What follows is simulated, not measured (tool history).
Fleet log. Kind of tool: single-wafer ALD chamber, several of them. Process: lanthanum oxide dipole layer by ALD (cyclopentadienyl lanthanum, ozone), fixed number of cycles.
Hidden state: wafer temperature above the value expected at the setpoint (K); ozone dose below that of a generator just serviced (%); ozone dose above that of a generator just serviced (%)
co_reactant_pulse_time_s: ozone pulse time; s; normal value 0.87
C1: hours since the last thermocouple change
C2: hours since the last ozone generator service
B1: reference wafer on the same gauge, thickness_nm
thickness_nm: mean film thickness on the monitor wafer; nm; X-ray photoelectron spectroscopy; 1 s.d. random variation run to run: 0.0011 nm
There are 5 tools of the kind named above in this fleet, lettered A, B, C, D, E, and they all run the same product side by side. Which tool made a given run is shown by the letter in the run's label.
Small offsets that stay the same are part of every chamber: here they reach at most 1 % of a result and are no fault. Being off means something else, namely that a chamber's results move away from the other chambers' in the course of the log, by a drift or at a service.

run 1D hour=4.1 | co_reactant_pulse_time_s=0.87 | C1=705 C2=339.9 | B1=0.43899 | thickness_nm=0.47648
run 2C hour=9.2 | co_reactant_pulse_time_s=0.87 | C1=1290.8 C2=69.2 | B1=0.43902 | thickness_nm=0.47892
run 3B hour=13.1 | co_reactant_pulse_time_s=0.87 | C1=407.9 C2=390.4 | B1=0.43907 | thickness_nm=0.47645
run 4E hour=18.8 | co_reactant_pulse_time_s=0.87 | C1=2576.3 C2=587.9 | B1=0.43879 | thickness_nm=0.47425
-- hour=19.2 chamber E: ozone generator serviced
run 5A hour=24.2 | co_reactant_pulse_time_s=0.87 | C1=1055.8 C2=219.7 | B1=0.43913 | thickness_nm=0.47309
run 6B hour=27.9 | co_reactant_pulse_time_s=0.87 | C1=422.7 C2=405.2 | B1=0.43893 | thickness_nm=0.47665
run 7C hour=32.8 | co_reactant_pulse_time_s=0.87 | C1=1314.4 C2=92.8 | B1=0.43935 | thickness_nm=0.47863
run 8A hour=37.6 | co_reactant_pulse_time_s=0.87 | C1=1069.2 C2=233.1 | B1=0.43883 | thickness_nm=0.47324
run 9D hour=40.3 | co_reactant_pulse_time_s=0.87 | C1=741.2 C2=376.1 | B1=0.4389 | thickness_nm=0.47592
run 10E hour=43.2 | co_reactant_pulse_time_s=0.87 | C1=2600.7 C2=24.1 | B1=0.43894 | thickness_nm=0.47632
run 11E hour=49.2 | co_reactant_pulse_time_s=0.87 | C1=2606.7 C2=30.1 | B1=0.43901 | thickness_nm=0.47494
run 12A hour=55.1 | co_reactant_pulse_time_s=0.87 | C1=1086.7 C2=250.6 | B1=0.43897 | thickness_nm=0.47416
run 13B hour=59.4 | co_reactant_pulse_time_s=0.87 | C1=454.2 C2=436.7 | B1=0.43885 | thickness_nm=0.47463
run 14D hour=64.7 | co_reactant_pulse_time_s=0.87 | C1=765.6 C2=400.5 | B1=0.43926 | thickness_nm=0.47639
run 15C hour=70.7 | co_reactant_pulse_time_s=1.06 | C1=1352.3 C2=130.7 | B1=0.43896 | thickness_nm=0.50996
-- hour=71.8 chamber C: thermocouple changed; heater temperature recalibrated
run 16C hour=74.7 | co_reactant_pulse_time_s=1.06 | C1=2.9 C2=134.7 | B1=0.43894 | thickness_nm=0.51251
run 17E hour=80.9 | co_reactant_pulse_time_s=1.06 | C1=2638.4 C2=61.8 | B1=0.43894 | thickness_nm=0.50747
run 18B hour=84.3 | co_reactant_pulse_time_s=1.06 | C1=479.1 C2=461.6 | B1=0.43922 | thickness_nm=0.50921
run 19A hour=87.5 | co_reactant_pulse_time_s=1.06 | C1=1119.1 C2=283 | B1=0.43893 | thickness_nm=0.50616
run 20D hour=93.2 | co_reactant_pulse_time_s=1.11 | C1=794.1 C2=429 | B1=0.4389 | thickness_nm=0.51566
run 21D hour=98.5 | co_reactant_pulse_time_s=1.11 | C1=799.4 C2=434.3 | B1=0.43899 | thickness_nm=0.51486
run 22A hour=101.7 | co_reactant_pulse_time_s=1.11 | C1=1133.3 C2=297.2 | B1=0.43922 | thickness_nm=0.51152
run 23E hour=105.7 | co_reactant_pulse_time_s=1.11 | C1=2663.2 C2=86.6 | B1=0.43901 | thickness_nm=0.51331
run 24B hour=110.2 | co_reactant_pulse_time_s=1.11 | C1=505 C2=487.5 | B1=0.43908 | thickness_nm=0.51502
run 25C hour=113.1 | co_reactant_pulse_time_s=1.18 | C1=41.3 C2=173.1 | B1=0.43894 | thickness_nm=0.52748
run 26D hour=117 | co_reactant_pulse_time_s=1.18 | C1=817.9 C2=452.8 | B1=0.43878 | thickness_nm=0.52526
run 27C hour=121.9 | co_reactant_pulse_time_s=1.18 | C1=50.1 C2=181.9 | B1=0.43879 | thickness_nm=0.52575
run 28A hour=127.2 | co_reactant_pulse_time_s=1.18 | C1=1158.8 C2=322.7 | B1=0.43888 | thickness_nm=0.5218
run 29B hour=131.5 | co_reactant_pulse_time_s=1.18 | C1=526.3 C2=508.8 | B1=0.43895 | thickness_nm=0.52241
run 30E hour=137.1 | co_reactant_pulse_time_s=0.87 | C1=2694.6 C2=118 | B1=0.43909 | thickness_nm=0.47646
run 31D hour=140.3 | co_reactant_pulse_time_s=0.87 | C1=841.2 C2=476.1 | B1=0.43878 | thickness_nm=0.47455
run 32E hour=145.7 | co_reactant_pulse_time_s=0.87 | C1=2703.2 C2=126.6 | B1=0.43914 | thickness_nm=0.47452
run 33C hour=150.3 | co_reactant_pulse_time_s=0.87 | C1=78.5 C2=210.3 | B1=0.4389 | thickness_nm=0.47688
run 34B hour=154.1 | co_reactant_pulse_time_s=0.87 | C1=548.9 C2=531.4 | B1=0.43896 | thickness_nm=0.47686
run 35A hour=160.1 | co_reactant_pulse_time_s=0.87 | C1=1191.7 C2=355.6 | B1=0.43922 | thickness_nm=0.47326
run 36D hour=165.9 | co_reactant_pulse_time_s=0.87 | C1=866.8 C2=501.7 | B1=0.43933 | thickness_nm=0.47814
run 37A hour=169.1 | co_reactant_pulse_time_s=0.87 | C1=1200.7 C2=364.6 | B1=0.43891 | thickness_nm=0.47218
run 38E hour=173.7 | co_reactant_pulse_time_s=0.87 | C1=2731.2 C2=154.6 | B1=0.43918 | thickness_nm=0.47547

Next, all 5 chambers run the settings below, one line each with question marks for the results. What does each chamber give?
run 39A hour=178.2 | co_reactant_pulse_time_s=1.17 | thickness_nm=?
run 39B hour=178.2 | co_reactant_pulse_time_s=1.17 | thickness_nm=?
run 39C hour=178.2 | co_reactant_pulse_time_s=1.17 | thickness_nm=?
run 39D hour=178.2 | co_reactant_pulse_time_s=1.17 | thickness_nm=?
run 39E hour=178.2 | co_reactant_pulse_time_s=1.17 | thickness_nm=?

run=39A thickness_nm=0.52002
run=39B thickness_nm=0.52226
run=39C thickness_nm=0.52383
run=39D thickness_nm=0.52232
run=39E thickness_nm=0.51903
